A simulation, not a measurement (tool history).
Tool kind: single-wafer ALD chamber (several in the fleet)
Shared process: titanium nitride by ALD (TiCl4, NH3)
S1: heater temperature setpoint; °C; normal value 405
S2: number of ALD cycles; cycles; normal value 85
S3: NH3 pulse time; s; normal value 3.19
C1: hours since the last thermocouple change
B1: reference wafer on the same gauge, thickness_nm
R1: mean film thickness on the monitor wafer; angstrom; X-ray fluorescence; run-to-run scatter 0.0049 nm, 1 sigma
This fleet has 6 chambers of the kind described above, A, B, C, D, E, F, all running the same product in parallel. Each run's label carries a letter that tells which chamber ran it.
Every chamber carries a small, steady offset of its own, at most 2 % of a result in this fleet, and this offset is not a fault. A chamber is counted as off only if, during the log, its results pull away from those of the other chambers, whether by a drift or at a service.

run   hour   S1  S2    S3      C1      B1      R1
 1A    4.2  405  85  3.19  1948.2  1.5596  19.210
 2D    7.1  405  85  3.19    94.5  1.5602  19.140
 3C   10.2  405  85  3.19  1461.2  1.5603  18.745
 4B   13.7  405  85  3.19  1708.4  1.5605  19.059
 5E   16.0  405  85  3.19  1432.8  1.5599  19.036
 6F   20.0  405  85  3.19   371.8  1.5603  19.242
 7F   22.1  405  85  3.19   373.9  1.5606  19.242
 8B   25.3  405  94  3.19  1720.0  1.5608  20.973
 9A   29.6  405  94  3.19  1973.6  1.5594  21.245
10E   33.4  405  94  3.19  1450.2  1.5599  21.140
11C   36.6  405  94  3.19  1487.6  1.5596  20.677
12D   40.8  405  94  3.19   128.2  1.5596  21.125
13C   44.8  405  94  3.19  1495.8  1.5594  20.824
14D   47.5  405  85  3.19   134.9  1.5590  19.190
15E   51.0  405  85  3.19  1467.8  1.5607  19.052
16F   55.6  393  85  2.45   407.4  1.5596  18.999
17A   58.0  393  85  2.45  2002.0  1.5604  18.949
18B   61.7  393  85  2.45  1756.4  1.5588  18.674
19A   65.5  393  85  2.45  2009.5  1.5595  18.966
20C   67.8  393  85  2.45  1518.8  1.5599  18.414
21B   71.7  393  85  2.45  1766.4  1.5602  18.668
22D   75.7  405  85  3.19   163.1  1.5596  19.246
23E   78.2  405  85  3.19  1495.0  1.5606  19.029
24F   80.6  405  85  3.19   432.4  1.5594  19.219
25B   84.9  405  85  3.19  1779.6  1.5604  19.024
26E   89.0  405  85  3.19  1505.8  1.5591  19.071
27A   92.0  405  85  3.19  2036.0  1.5596  19.226
28F   94.4  405  85  3.19   446.2  1.5607  19.226
29C   97.3  405  85  3.19  1548.3  1.5597  18.685
30D  100.4  405  85  3.19   187.8  1.5595  19.084
31B  102.9  405  85  3.19  1797.6  1.5597  18.947
32C  105.8  405  85  3.19  1556.8  1.5605  18.767
33D  109.0  405  85  4.41   196.4  1.5594  19.290
34F  112.8  405  85  4.41   464.6  1.5598  19.395
35E  116.6  405  85  4.41  1533.4  1.5600  19.187
36A  119.3  405  85  4.41  2063.3  1.5604  19.472
37B  123.2  405  85  4.41  1817.9  1.5593  19.200
38F  127.2  405  85  4.41   479.0  1.5592  19.395
39D  130.6  405  85  3.19   218.0  1.5598  19.206
40C  134.9  405  85  3.19  1585.9  1.5601  18.780
41A  138.7  405  85  3.19  2082.7  1.5607  19.272
42E  142.8  405  85  3.19  1559.6  1.5598  19.122
43F  146.1  405  85  3.19   497.9  1.5597  19.172
44E  148.2  405  85  3.19  1565.0  1.5598  19.019

Which is it: a chamber that has drifted or been left off by a service, a gauge drift common to all chambers, or only each chamber's usual small offset? If a chamber is off, name it and its likeliest cause.

No chamber stands off beyond its own small offset, and the gauge holds steady.

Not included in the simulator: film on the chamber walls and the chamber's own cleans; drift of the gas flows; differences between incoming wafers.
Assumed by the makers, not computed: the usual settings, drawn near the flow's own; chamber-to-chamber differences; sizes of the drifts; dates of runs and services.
